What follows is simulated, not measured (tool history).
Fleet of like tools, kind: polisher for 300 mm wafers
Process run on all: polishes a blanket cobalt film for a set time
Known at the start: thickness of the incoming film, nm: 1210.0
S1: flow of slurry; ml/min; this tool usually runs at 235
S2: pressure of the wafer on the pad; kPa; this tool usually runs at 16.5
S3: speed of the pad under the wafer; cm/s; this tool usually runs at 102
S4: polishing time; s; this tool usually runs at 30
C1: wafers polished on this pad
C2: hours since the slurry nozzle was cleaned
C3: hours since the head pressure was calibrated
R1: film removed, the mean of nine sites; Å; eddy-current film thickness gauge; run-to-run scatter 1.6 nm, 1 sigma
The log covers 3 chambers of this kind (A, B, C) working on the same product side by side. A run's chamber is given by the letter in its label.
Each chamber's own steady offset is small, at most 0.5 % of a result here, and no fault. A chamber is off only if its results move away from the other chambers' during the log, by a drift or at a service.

run	hour	S1	S2	S3	S4	C1	C2	C3	R1
1A	7.4	235	16.5	102	30	575	99.4	1139	1822.3
2B	12.9	235	16.5	102	30	442	152.1	538.5	1805.3
3C	18	235	16.5	102	30	278	172.8	347.6	1798.4
4C	22.8	235	16.5	102	30	325	177.6	352.4	1828
5B	26.5	235	16.5	102	30	574	165.7	552.1	1802
6A	34.5	235	16.5	102	30	840	126.5	1166.1	1818.2
# hour 34.6: chamber B: worn pad replaced by a new one
7C	40.6	235	16.5	102	30	499	195.4	370.2	1796.8
8A	45.3	235	16.5	102	30	945	137.3	1176.9	1824
9B	50.7	235	16.5	102	30	157	189.9	576.3	1771.6
10C	58.5	235	16.5	102	30	673	213.3	388.1	1807.2
# hour 59.6: chamber A: worn pad replaced by a new one
# hour 64.5: chamber C: worn pad replaced by a new one
11A	66.1	235	16.5	102	23	64	158.1	1197.7	1372.6
12B	70.1	235	16.5	102	23	347	209.3	595.7	1374.5
13C	75.3	235	16.5	102	23	106	230.1	404.9	1384.9
14B	82.9	235	16.5	102	30	472	222.1	608.5	1825.9
15A	88.6	235	16.5	102	30	283	180.6	1220.2	1811
16A	94.5	235	16.5	102	30	341	186.5	1226.1	1811.2
17C	102.8	235	19.3	134	30	374	257.6	432.4	2765.9
# hour 103.8: chamber A: head pressure recalibrated
# hour 109.7: chamber B: worn pad replaced by a new one
18B	110	235	19.3	134	30	3	249.2	635.6	2759.8
19B	115.3	235	19.3	134	30	55	254.5	640.9	2745.4
20A	120.4	235	16.5	102	30	594	212.4	16.7	1802.4
21C	127	305	16.5	102	21	610	281.8	456.6	1316.6
22B	131.8	305	16.5	102	21	216	271	657.4	1267.5
23C	139.9	305	16.5	102	21	736	294.7	469.5	1292.6
# hour 143.4: chamber C: worn pad replaced by a new one
24A	143.9	235	16.5	102	30	823	235.9	40.2	1812.7
25C	148.4	235	16.5	102	30	49	303.2	478	1808.6
26B	156.3	235	16.5	102	30	455	295.5	681.9	1737.8
27A	161.8	235	16.5	102	30	998	253.8	58.1	1817.7
28C	166.6	235	16.5	102	30	226	321.4	496.2	1810.7
29B	172.9	235	16.5	102	30	617	312.1	698.5	1765.1
# hour 174.5: chamber A: worn pad replaced by a new one
30A	179.5	235	16.5	102	30	49	271.5	75.8	1828.6
31A	183.6	235	16.5	102	30	89	275.6	79.9	1817
# hour 186.5: chamber B: worn pad replaced by a new one
32B	189.4	235	16.5	102	30	28	328.6	715	1746.6
33C	196.1	235	16.5	102	30	514	350.9	525.7	1806.2
34B	199.9	235	16.5	102	30	131	339.1	725.5	1733.1
35A	204.7	235	16.5	102	30	295	296.7	101	1818
36C	208.6	235	16.5	102	30	636	363.4	538.2	1828.8
37C	213.1	235	16.5	102	30	680	367.9	542.7	1819.2
38A	217.4	235	16.5	102	30	419	309.4	113.7	1809.8
# hour 218.6: chamber C: worn pad replaced by a new one
39B	223.5	235	16.5	102	30	361	362.7	749.1	1709.1
40B	231	235	16.5	102	30	434	370.2	756.6	1739.7
41C	234.9	235	16.5	102	30	159	389.7	564.5	1797.4
42A	240.8	235	16.5	102	30	647	332.8	137.1	1814.9
43B	246	235	16.5	102	30	581	385.2	771.6	1695.1
44A	253.4	235	16.5	102	30	770	345.4	149.7	1787.5

One chamber off, gauge drift, or nothing amiss beyond the chambers' own small offsets? If it is a chamber, which one, and what is the likeliest cause?

Little by little, chamber B moves away from the other chambers.
Cause: head's pressure below its setpoint, % = 4.56.
With only this log, it may be confused with: slurry flow missing at the pad, %.

Chamber B could run next with any of the 4 candidate recipes listed below; each alters the usual settings, and their results appear as question marks. Which one brings its results back in line with what the other chambers deliver on the usual settings?
In line here means within this much of the mean the other chambers give on the usual settings: R1 56 Å
45B-1	259.4	235	16.5	100	29				?
45B-2	259.4	235	18.6	102	30				?
45B-3	259.4	235	15.9	98	29				?
45B-4	259.4	235	16.5	104	31				?

Other chambers, usual settings, mean: R1 1806.8 Å
run	R1
45B-1	1625
45B-2	1931.6
45B-3	1525.6
45B-4	1805.5
Change 45B-4 lands the chamber within the allowed miss of the other chambers.
